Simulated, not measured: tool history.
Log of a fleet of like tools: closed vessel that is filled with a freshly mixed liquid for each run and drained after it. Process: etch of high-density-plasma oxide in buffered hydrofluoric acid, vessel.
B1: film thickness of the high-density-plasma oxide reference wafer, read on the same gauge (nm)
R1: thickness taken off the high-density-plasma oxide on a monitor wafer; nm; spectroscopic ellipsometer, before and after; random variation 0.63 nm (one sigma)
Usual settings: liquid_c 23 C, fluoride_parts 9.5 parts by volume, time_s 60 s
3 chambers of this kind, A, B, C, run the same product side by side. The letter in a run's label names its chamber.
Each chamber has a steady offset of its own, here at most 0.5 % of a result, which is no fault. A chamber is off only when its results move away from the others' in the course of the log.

run 1B hour=7.0 | liquid_c=23 fluoride_parts=9.5 time_s=60 | B1=69.999 | R1=98.727
run 2A hour=11.5 | liquid_c=23 fluoride_parts=9.5 time_s=60 | B1=69.985 | R1=98.671
run 3C hour=17.8 | liquid_c=23 fluoride_parts=9.5 time_s=60 | B1=70.012 | R1=99.797
run 4B hour=21.5 | liquid_c=23 fluoride_parts=9.5 time_s=60 | B1=69.995 | R1=98.473
-- hour=28.2 chamber B: hydrofluoric acid flow meter replaced
run 5A hour=29.2 | liquid_c=23 fluoride_parts=9.5 time_s=60 | B1=69.990 | R1=99.361
run 6C hour=33.1 | liquid_c=23 fluoride_parts=9.5 time_s=60 | B1=69.977 | R1=100.250
run 7B hour=39.3 | liquid_c=23 fluoride_parts=9.5 time_s=60 | B1=70.018 | R1=98.054
run 8C hour=44.1 | liquid_c=23 fluoride_parts=9.5 time_s=60 | B1=69.992 | R1=98.545
run 9A hour=51.0 | liquid_c=23 fluoride_parts=9.5 time_s=60 | B1=69.984 | R1=98.954
run 10A hour=58.1 | liquid_c=23 fluoride_parts=9.5 time_s=60 | B1=70.000 | R1=98.112
run 11B hour=63.5 | liquid_c=23 fluoride_parts=9.5 time_s=60 | B1=70.005 | R1=99.148
run 12C hour=68.2 | liquid_c=23 fluoride_parts=9.5 time_s=60 | B1=70.010 | R1=98.555
run 13B hour=73.2 | liquid_c=23 fluoride_parts=9.5 time_s=60 | B1=69.977 | R1=98.251
run 14C hour=80.7 | liquid_c=23 fluoride_parts=9.5 time_s=60 | B1=70.005 | R1=98.406
run 15A hour=85.7 | liquid_c=23 fluoride_parts=9.5 time_s=60 | B1=69.999 | R1=98.976
run 16C hour=90.7 | liquid_c=23 fluoride_parts=9.5 time_s=60 | B1=70.001 | R1=99.768
run 17A hour=97.0 | liquid_c=23 fluoride_parts=9.5 time_s=60 | B1=70.032 | R1=98.372
run 18B hour=100.7 | liquid_c=23 fluoride_parts=9.5 time_s=60 | B1=70.027 | R1=97.006
run 19B hour=108.3 | liquid_c=23 fluoride_parts=9.5 time_s=60 | B1=69.961 | R1=97.312
run 20A hour=113.0 | liquid_c=23 fluoride_parts=9.5 time_s=60 | B1=70.004 | R1=99.315
run 21C hour=118.0 | liquid_c=20 fluoride_parts=8.0 time_s=60 | B1=70.002 | R1=99.504
run 22A hour=124.8 | liquid_c=20 fluoride_parts=8.0 time_s=60 | B1=70.016 | R1=98.521
run 23B hour=129.6 | liquid_c=20 fluoride_parts=8.0 time_s=60 | B1=70.041 | R1=95.552
run 24C hour=135.4 | liquid_c=27 fluoride_parts=9.5 time_s=60 | B1=70.016 | R1=123.150
run 25B hour=139.1 | liquid_c=27 fluoride_parts=9.5 time_s=60 | B1=69.974 | R1=119.740
run 26C hour=146.7 | liquid_c=27 fluoride_parts=9.5 time_s=60 | B1=69.983 | R1=123.420
run 27A hour=154.4 | liquid_c=23 fluoride_parts=9.5 time_s=60 | B1=69.998 | R1=98.122
run 28B hour=161.8 | liquid_c=23 fluoride_parts=9.5 time_s=60 | B1=69.989 | R1=95.201
run 29C hour=166.6 | liquid_c=23 fluoride_parts=9.5 time_s=60 | B1=69.997 | R1=100.860
run 30A hour=171.3 | liquid_c=23 fluoride_parts=9.5 time_s=60 | B1=70.028 | R1=98.781
run 31B hour=177.5 | liquid_c=23 fluoride_parts=9.5 time_s=60 | B1=69.984 | R1=94.275
run 32C hour=181.9 | liquid_c=23 fluoride_parts=9.5 time_s=60 | B1=69.986 | R1=99.396
run 33A hour=186.9 | liquid_c=23 fluoride_parts=9.5 time_s=60 | B1=70.011 | R1=97.973
run 34C hour=193.9 | liquid_c=23 fluoride_parts=9.5 time_s=60 | B1=70.012 | R1=98.864
run 35B hour=199.7 | liquid_c=23 fluoride_parts=9.5 time_s=60 | B1=70.006 | R1=93.705
run 36A hour=206.9 | liquid_c=23 fluoride_parts=9.5 time_s=60 | B1=69.995 | R1=98.895
run 37B hour=210.7 | liquid_c=23 fluoride_parts=9.5 time_s=60 | B1=70.006 | R1=93.144
run 38C hour=214.1 | liquid_c=23 fluoride_parts=6.5 time_s=40 | B1=69.998 | R1=95.842
run 39A hour=221.4 | liquid_c=23 fluoride_parts=6.5 time_s=40 | B1=69.971 | R1=94.314
run 40C hour=228.8 | liquid_c=23 fluoride_parts=6.5 time_s=40 | B1=70.010 | R1=96.427
run 41A hour=232.2 | liquid_c=23 fluoride_parts=9.5 time_s=60 | B1=69.989 | R1=99.870

All 3 chambers run these settings next. Forecast each chamber's results:
run 42A hour=237.7 | liquid_c=23 fluoride_parts=9.5 time_s=60 | R1=?
run 42B hour=237.7 | liquid_c=23 fluoride_parts=9.5 time_s=60 | R1=?
run 42C hour=237.7 | liquid_c=23 fluoride_parts=9.5 time_s=60 | R1=?

run=42A R1=99.188
run=42B R1=92.461
run=42C R1=99.861

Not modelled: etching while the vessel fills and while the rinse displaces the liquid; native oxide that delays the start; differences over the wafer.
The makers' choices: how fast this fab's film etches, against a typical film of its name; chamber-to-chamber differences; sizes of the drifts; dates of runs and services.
